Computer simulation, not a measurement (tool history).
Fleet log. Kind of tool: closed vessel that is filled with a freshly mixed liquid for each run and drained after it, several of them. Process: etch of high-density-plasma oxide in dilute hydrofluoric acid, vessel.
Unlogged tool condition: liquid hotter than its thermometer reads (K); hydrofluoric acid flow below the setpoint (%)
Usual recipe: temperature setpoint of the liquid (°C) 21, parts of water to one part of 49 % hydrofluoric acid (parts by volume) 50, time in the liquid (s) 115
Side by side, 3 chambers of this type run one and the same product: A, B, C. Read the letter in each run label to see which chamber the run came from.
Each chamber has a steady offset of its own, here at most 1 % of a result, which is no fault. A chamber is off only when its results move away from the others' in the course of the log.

run	hour	temperature setpoint of the liquid (°C)	parts of water to one part of 49 % hydrofluoric acid (parts by volume)	time in the liquid (s)	hours since the thermometer was replaced	hours since the hydrofluoric acid flow meter was replaced	read-back film thickness of the high-density-plasma oxide reference wafer, read on the same gauge (nm)	thickness taken off the high-density-plasma oxide on a monitor wafer (angstrom)
1B	10.8	21	50	115	431.1	218.6	70.02	153.65
2A	17.3	21	50	115	343.3	1192.7	70.031	153.38
3C	25.3	21	50	115	1370	950	69.976	154.48
4C	32.7	21	50	115	1377.4	957.4	70.02	154.17
5B	38.3	21	50	115	458.6	246.1	70.017	153.43
6A	50.6	21	50	115	376.6	1226	69.996	152.82
7A	60.4	21	50	115	386.4	1235.8	70.007	153.22
8B	72	21	50	115	492.3	279.8	69.981	154.25
9C	79.4	21	50	115	1424.1	1004.1	70.015	153.21
10A	86.4	21	50	115	412.4	1261.8	70.012	151.68
11C	98.8	21	35	180	1443.5	1023.5	69.985	351.63
12B	106.5	21	35	180	526.8	314.3	70	351.25
13A	119.1	21	35	180	445.1	1294.5	69.979	349.07
14B	127.3	21	50	115	547.6	335.1	69.976	152.79
15C	137.7	21	50	115	1482.4	1062.4	70.01	153.34
16C	145.9	21	50	115	1490.6	1070.6	69.983	152.33
17A	153.9	21	50	115	479.9	1329.3	70.038	154.37
18B	163.7	21	30	90	584	371.5	69.985	209.94
19A	173.1	21	30	90	499.1	1348.5	70.003	207.16
20C	179.6	21	30	90	1524.3	1104.3	70.007	207.68
21B	186.4	21	50	115	606.7	394.2	69.994	156.28
22B	198.6	21	50	115	618.9	406.4	70.005	156.68
23C	206.4	21	50	115	1551.1	1131.1	69.989	154.47
24A	214.3	21	50	115	540.3	1389.7	70.011	151.34
25A	224.1	21	50	115	550.1	1399.5	69.964	153.05
26C	233	21	50	115	1577.7	1157.7	70.002	154.27
27B	239.9	21	50	115	660.2	447.7	69.964	159.41
# hour 246.9: chamber B: hydrofluoric acid flow meter replaced
28C	252.7	21	50	115	1597.4	1177.4	70.01	153.79
29A	260.2	21	50	115	586.2	1435.6	70.001	153
30B	273.1	21	50	115	693.4	26.3	70.014	159.57
31B	284.6	21	50	115	704.9	37.8	69.992	160.56
32C	292.8	22.5	40	115	1637.5	1217.5	69.987	208.69
33A	304.5	22.5	40	115	630.5	1479.9	70.017	207.89
34C	314	22.5	40	115	1658.7	1238.7	70.004	208.53
35B	320.1	21	50	115	740.4	73.3	69.983	162.68
36A	331.6	21	50	115	657.6	1507	70.007	152.59
37A	340.2	21	50	115	666.2	1515.6	70.003	153.84
38C	353	21	50	115	1697.7	1277.7	69.996	154.84
39B	363.7	21	50	115	784	116.9	70.004	162.9
40B	373.5	21	50	115	793.8	126.7	70.013	163.19

Which is it: a chamber that has drifted or been left off by a service, a gauge drift common to all chambers, or only each chamber's usual small offset? If a chamber is off, name it and its likeliest cause.

One chamber, B, drifts off from the rest bit by bit.
What lies behind it: liquid hotter than its thermometer reads (K) = 1.58.

Which of the 4 candidates below, each the usual settings with something changed and its results left as question marks, puts chamber B back in line with what the other chambers give on the usual settings?
Counts as in line when no further than this from what the other chambers average on the usual settings: thickness taken off the high-density-plasma oxide on a monitor wafer (angstrom) 2.8
41B-1	382.8	22.5	50	115				?
41B-2	382.8	19.5	50	115				?
41B-3	382.8	21	45	115				?
41B-4	382.8	20.5	50	105				?

Average result of the remaining chambers running the usual settings: thickness taken off the high-density-plasma oxide on a monitor wafer (angstrom) 153.41
run	thickness taken off the high-density-plasma oxide on a monitor wafer (angstrom)
41B-1	174.91
41B-2	154.64
41B-3	184.27
41B-4	147.18
41B-2 is the one that brings the chamber's results back in line with the other chambers.

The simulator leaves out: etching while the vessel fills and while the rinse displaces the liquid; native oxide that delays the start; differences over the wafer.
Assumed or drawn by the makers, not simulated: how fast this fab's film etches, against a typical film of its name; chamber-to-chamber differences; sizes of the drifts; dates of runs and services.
